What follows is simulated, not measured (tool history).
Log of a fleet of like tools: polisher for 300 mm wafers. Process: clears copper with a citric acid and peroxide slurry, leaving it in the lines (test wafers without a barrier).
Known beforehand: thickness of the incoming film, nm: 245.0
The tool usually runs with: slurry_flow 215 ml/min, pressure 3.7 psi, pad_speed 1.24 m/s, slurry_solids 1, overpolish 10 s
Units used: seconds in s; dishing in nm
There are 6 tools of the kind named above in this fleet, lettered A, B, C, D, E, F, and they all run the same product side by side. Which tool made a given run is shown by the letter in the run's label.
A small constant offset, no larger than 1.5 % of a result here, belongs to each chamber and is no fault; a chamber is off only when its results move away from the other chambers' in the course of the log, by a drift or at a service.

run	hour	slurry_flow	pressure	pad_speed	slurry_solids	overpolish	wafers polished on this pad	hours since the slurry nozzle was cleaned	hours since the head pressure was calibrated	hours since the slurry blender was calibrated	seconds	dishing
1C	2.7	215	3.7	1.24	1	10	225	116.8	304.2	89.7	64.17	27.499
# hour 3.2: chamber A: worn pad replaced by a new one
2D	5.5	215	3.7	1.24	1	10	265	56.4	197.9	135.9	65.526	27.57
3B	8.3	215	3.7	1.24	1	10	431	156.3	122.4	43.7	63.263	27.415
4F	13.1	215	3.7	1.24	1	10	954	125.4	372.4	180.5	63.442	26.861
# hour 15.9: chamber B: worn pad replaced by a new one
# hour 16.1: chamber F: worn pad replaced by a new one
5A	18.1	215	3.7	1.24	1	10	171	477.9	513.9	95.5	63.406	27.653
# hour 20.2: chamber E: worn pad replaced by a new one
6E	21.2	215	3.7	1.24	1	10	11	49.5	689	165	64.16	26.899
7D	25.7	215	3.7	1.24	1	10	496	76.6	218.1	156.1	63.176	27.369
8B	28.8	215	3.7	1.24	1	10	147	176.8	142.9	64.2	63.406	26.961
9E	33.6	215	3.7	1.24	1	10	153	61.9	701.4	177.4	63.823	27.292
10A	36.8	270	3.7	1.24	1	10	384	496.6	532.6	114.2	63.173	27.994
11F	39.4	270	3.7	1.24	1	10	266	151.7	398.7	206.8	61.617	28.107
12C	43.2	270	3.7	1.24	1	10	687	157.3	344.7	130.2	61.88	28.57
13E	47	270	3.7	1.24	1	10	306	75.3	714.8	190.8	62.504	27.505
# hour 49.2: chamber D: worn pad replaced by a new one
14A	50.1	270	3.7	1.24	1	10	536	509.9	545.9	127.5	62.176	27.892
15D	54.4	270	3.7	1.24	1	10	60	105.3	246.8	184.8	63.242	27.849
# hour 55: chamber F: slurry blender recalibrated
16C	58.7	215	4.2	1.24	1	10	863	172.8	360.2	145.7	56.689	31.234
17F	61.2	215	4.2	1.24	1	10	515	173.5	420.5	6.3	54.551	30.503
# hour 62.6: chamber B: worn pad replaced by a new one
18B	65.2	215	4.2	1.24	1	10	30	213.2	179.3	100.6	56.659	31.224
19B	69.8	215	4.2	1.24	1	10	82	217.8	183.9	105.2	56.185	30.484
# hour 71.3: chamber B: slurry nozzle cleaned
# hour 72.8: chamber B: slurry blender recalibrated
20D	74.3	215	4.2	1.24	1	10	287	125.2	266.7	204.7	56.361	30.282
21F	78.7	215	4.2	1.24	1	10	714	191	438	23.8	55.209	31.182
# hour 81.4: chamber E: worn pad replaced by a new one
22A	83.3	215	3.7	1.24	1	10	915	543.1	579.1	160.7	64.333	27.839
23E	86.6	215	3.7	1.24	1	10	59	114.9	754.4	230.4	64.469	26.312
# hour 88: chamber A: worn pad replaced by a new one
# hour 91.2: chamber F: worn pad replaced by a new one
24C	91.8	215	3.7	1.24	1	10	1241	205.9	393.3	178.8	63.805	27.358
25F	95.6	215	4.7	1.24	1	10	50	207.9	454.9	40.7	49.494	33.514
26E	99.5	215	4.7	1.24	1	10	206	127.8	767.3	243.3	50.8	34.036
# hour 103.8: chamber D: worn pad replaced by a new one
# hour 104: chamber B: worn pad replaced by a new one
27D	105.1	215	4.7	1.24	1	10	15	156	297.5	235.5	50.754	33.447
# hour 105.7: chamber C: worn pad replaced by a new one
28B	110.2	215	4.7	1.24	1	10	71	39	224.3	37.4	49.98	33.581
29C	112.9	215	4.7	1.24	1	10	83	227	414.4	199.9	49.548	34.612
30A	115.6	215	4.7	1.24	1	10	315	575.4	611.4	193	50.721	33.555
31E	119.4	215	3.7	1.24	1	10	433	147.7	787.2	263.2	64.289	27.191
32C	124	215	3.7	1.24	1	10	209	238.1	425.5	211	64.211	27.748
33D	126.8	215	3.7	0.84	1.25	10	263	177.7	319.2	257.2	90.02	20.225
34B	130.7	215	3.7	0.84	1.25	10	305	59.5	244.8	57.9	89.319	20.258
# hour 131.1: chamber E: slurry blender recalibrated
35F	135.9	215	3.7	0.84	1.25	10	510	248.2	495.2	81	87.269	20.433
# hour 138.1: chamber E: worn pad replaced by a new one
36A	140.7	215	3.7	0.84	1.25	10	602	600.5	636.5	218.1	89.813	20.104
37B	146	215	3.7	0.84	1.25	10	480	74.8	260.1	73.2	89.569	20.128
38E	149.3	215	3.7	0.84	1.25	10	128	177.6	817.1	18.2	90.735	19.842
39C	154	215	3.7	1.24	1	10	552	268.1	455.5	241	63.523	27.811
40A	158.6	215	3.7	1.24	1	10	806	618.4	654.4	236	64.229	27.582
41F	161.7	215	4.6	1.24	1	15	804	274	521	106.8	50.086	47.593
# hour 163.5: chamber D: slurry nozzle cleaned
# hour 166.6: chamber D: worn pad replaced by a new one
42D	166.9	215	4.6	1.24	1	15	4	3.5	359.3	297.3	51.47	47.461

One chamber off, gauge drift, or nothing amiss beyond the chambers' own small offsets? If it is a chamber, which one, and what is the likeliest cause?

The fleet is healthy, with each chamber sitting at its usual small offset and no drift in the gauge.
